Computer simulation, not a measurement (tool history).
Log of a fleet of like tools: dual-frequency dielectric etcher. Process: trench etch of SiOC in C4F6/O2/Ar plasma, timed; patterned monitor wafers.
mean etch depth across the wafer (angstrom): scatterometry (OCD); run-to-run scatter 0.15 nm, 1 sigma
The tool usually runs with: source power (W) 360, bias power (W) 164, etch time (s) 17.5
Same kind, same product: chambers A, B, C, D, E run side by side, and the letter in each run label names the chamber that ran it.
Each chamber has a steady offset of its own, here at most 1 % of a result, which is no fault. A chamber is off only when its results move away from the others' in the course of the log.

run,hour,source power (W),bias power (W),etch time (s),"read-back reference wafer on the same gauge, depth_nm",mean etch depth across the wafer (angstrom)
1E,9.8,360,164,17.5,31.768,340.94
# hour 12.9: chamber B: wet clean of the chamber
2D,21.1,360,164,17.5,31.806,335.76
3A,29.6,360,164,17.5,31.811,335.26
4C,37.9,360,164,17.5,31.801,336.66
5B,50.1,360,145,13.5,31.810,249.66
6C,59.8,360,145,13.5,31.804,252.17
7E,73.2,360,145,13.5,31.795,252.00
8D,82.6,360,145,13.5,31.779,248.64
9A,92.2,360,145,13.5,31.814,250.97
# hour 97.9: chamber A: source power generator calibrated
10B,101.6,360,164,17.5,31.756,334.53
11D,107.9,360,164,19.0,31.821,365.23
12E,114.3,360,164,19.0,31.846,370.00
13A,121.4,360,164,19.0,31.793,363.66
14C,134.5,360,164,19.0,31.766,363.13
15B,147.2,360,164,19.0,31.755,364.77
16C,154.5,360,164,17.5,31.832,336.56
17A,162.2,360,138,14.5,31.810,265.68
18E,168.5,360,138,14.5,31.829,269.13
19D,175.8,360,138,14.5,31.812,264.47
20B,184.8,360,138,14.5,31.828,265.93
# hour 186.0: chamber D: source power generator calibrated
21B,191.7,360,138,14.5,31.805,265.42
22C,200.1,360,164,17.5,31.787,337.28
23D,213.3,360,164,17.5,31.804,334.44
24A,222.4,360,164,17.5,31.819,338.96
25E,234.6,360,164,17.5,31.799,339.80
26D,244.7,360,164,17.5,31.845,336.00
27A,252.8,360,130,20.5,31.824,368.50
28E,259.5,360,130,20.5,31.779,369.06
29C,267.9,360,130,20.5,31.809,367.39
30B,277.5,360,130,20.5,31.805,367.66
31B,291.1,360,130,20.5,31.833,368.83
32C,297.0,360,164,17.5,31.780,335.86
33E,304.3,360,138,17.5,31.814,323.54
34D,312.8,360,138,17.5,31.847,317.93

Next, every chamber runs the same settings. What will each give?
35A,322.6,360,164,17.5,,?
35B,322.6,360,164,17.5,,?
35C,322.6,360,164,17.5,,?
35D,322.6,360,164,17.5,,?
35E,322.6,360,164,17.5,,?

run,mean etch depth across the wafer (angstrom)
35A,340.56
35B,339.72
35C,337.88
35D,336.09
35E,341.05
